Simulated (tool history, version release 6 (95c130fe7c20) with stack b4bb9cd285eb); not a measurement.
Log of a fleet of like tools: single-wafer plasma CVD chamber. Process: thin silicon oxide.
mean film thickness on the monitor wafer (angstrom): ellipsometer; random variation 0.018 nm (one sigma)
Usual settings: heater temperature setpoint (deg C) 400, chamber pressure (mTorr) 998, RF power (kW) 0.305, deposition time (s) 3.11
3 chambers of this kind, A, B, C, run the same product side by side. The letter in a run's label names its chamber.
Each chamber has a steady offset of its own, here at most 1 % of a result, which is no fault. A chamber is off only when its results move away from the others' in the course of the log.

run   hour  heater temperature setpoint (deg C)  chamber pressure (mTorr)  RF power (kW)  deposition time (s)  read-back reference wafer on the same gauge, thickness_nm  mean film thickness on the monitor wafer (angstrom)
 1C   11.6                                  400                       998          0.305                 3.11                                                     6.8829                                               68.885
 2B   23.0                                  400                       998          0.305                 3.11                                                     6.8833                                               69.579
 3A   36.5                                  400                       998          0.305                 3.11                                                     6.8785                                               69.549
 4A   44.6                                  400                       998          0.305                 3.11                                                     6.8793                                               69.640
 5C   55.3                                  400                       998          0.305                 3.11                                                     6.8802                                               69.369
 6B   66.7                                  395                       998          0.305                 3.67                                                     6.8801                                               82.345
 7B   77.9                                  395                       998          0.305                 3.67                                                     6.8749                                               82.328
 8C   88.2                                  395                       998          0.305                 3.67                                                     6.8829                                               82.064
 9A  100.1                                  400                       998          0.305                 3.11                                                     6.8837                                               69.552
     110.5  -- chamber C: capacitance manometer re-zeroed and calibrated
10C  111.4                                  400                       998          0.305                 3.11                                                     6.8820                                               67.335
11B  122.7                                  400                       998          0.305                 3.11                                                     6.8795                                               69.828
12A  133.2                                  400                       998          0.305                 3.11                                                     6.8812                                               69.494
13A  144.7                                  400                       998          0.305                 3.11                                                     6.8803                                               69.576
14B  157.8                                  400                       998          0.305                 3.11                                                     6.8823                                               69.417
15C  172.4                                  400                       998          0.305                 3.11                                                     6.8821                                               67.961
16B  184.2                                  394                       998          0.305                 3.55                                                     6.8822                                               79.973
17A  198.3                                  394                       998          0.305                 3.55                                                     6.8760                                               79.610
18C  208.0                                  394                       998          0.305                 3.55                                                     6.8814                                               77.263
19A  221.4                                  400                       998          0.305                 3.11                                                     6.8783                                               69.409
20C  234.8                                  400                       998          0.305                 3.11                                                     6.8831                                               67.762
21B  246.2                                  400                       998          0.305                 3.11                                                     6.8800                                               69.522
22C  253.5                                  400                       998          0.305                 3.11                                                     6.8839                                               67.713
23A  263.4                                  400                       998          0.305                 3.11                                                     6.8825                                               70.100
24B  274.9                                  400                      1148          0.305                 3.11                                                     6.8795                                               76.453
25C  284.8                                  400                      1148          0.305                 3.11                                                     6.8763                                               74.528
26B  295.9                                  400                      1148          0.305                 3.11                                                     6.8844                                               76.303
27A  307.7                                  400                       998          0.305                 3.11                                                     6.8809                                               69.443
28B  317.1                                  400                       998          0.305                 3.11                                                     6.8813                                               69.506
29A  324.9                                  400                       998          0.305                 3.11                                                     6.8793                                               69.633
30C  332.8                                  400                       998          0.305                 3.11                                                     6.8836                                               67.889
31B  343.8                                  400                       998          0.305                 3.11                                                     6.8787                                               69.944

Is one chamber off against the others, does the gauge drift, or is nothing wrong? If a chamber is off, say which, and what the likeliest cause is.

A service left chamber C off against the others.
Cause: true pressure below the setpoint (%) = 2.69.

Here are 4 candidates for chamber C's next run, each the usual settings with a change, their results left as question marks. Which one brings its results back in line with what the others give on the usual settings?
In line means no further than this from the other chambers' mean on the usual settings: mean film thickness on the monitor wafer (angstrom) 0.640
32C-1  354.8                                  400                       998          0.325                 3.11                                                                                                               ?
32C-2  354.8                                  400                      1012          0.305                 3.11                                                                                                               ?
32C-3  354.8                                  400                       991          0.305                 3.09                                                                                                               ?
32C-4  354.8                                  400                       998          0.305                 3.02                                                                                                               ?

The other chambers' mean on the usual settings: mean film thickness on the monitor wafer (angstrom) 69.559
  run  mean film thickness on the monitor wafer (angstrom)
32C-1                                               69.440
32C-2                                               68.395
32C-3                                               66.857
32C-4                                               65.742
32C-1 brings the chamber back in line.
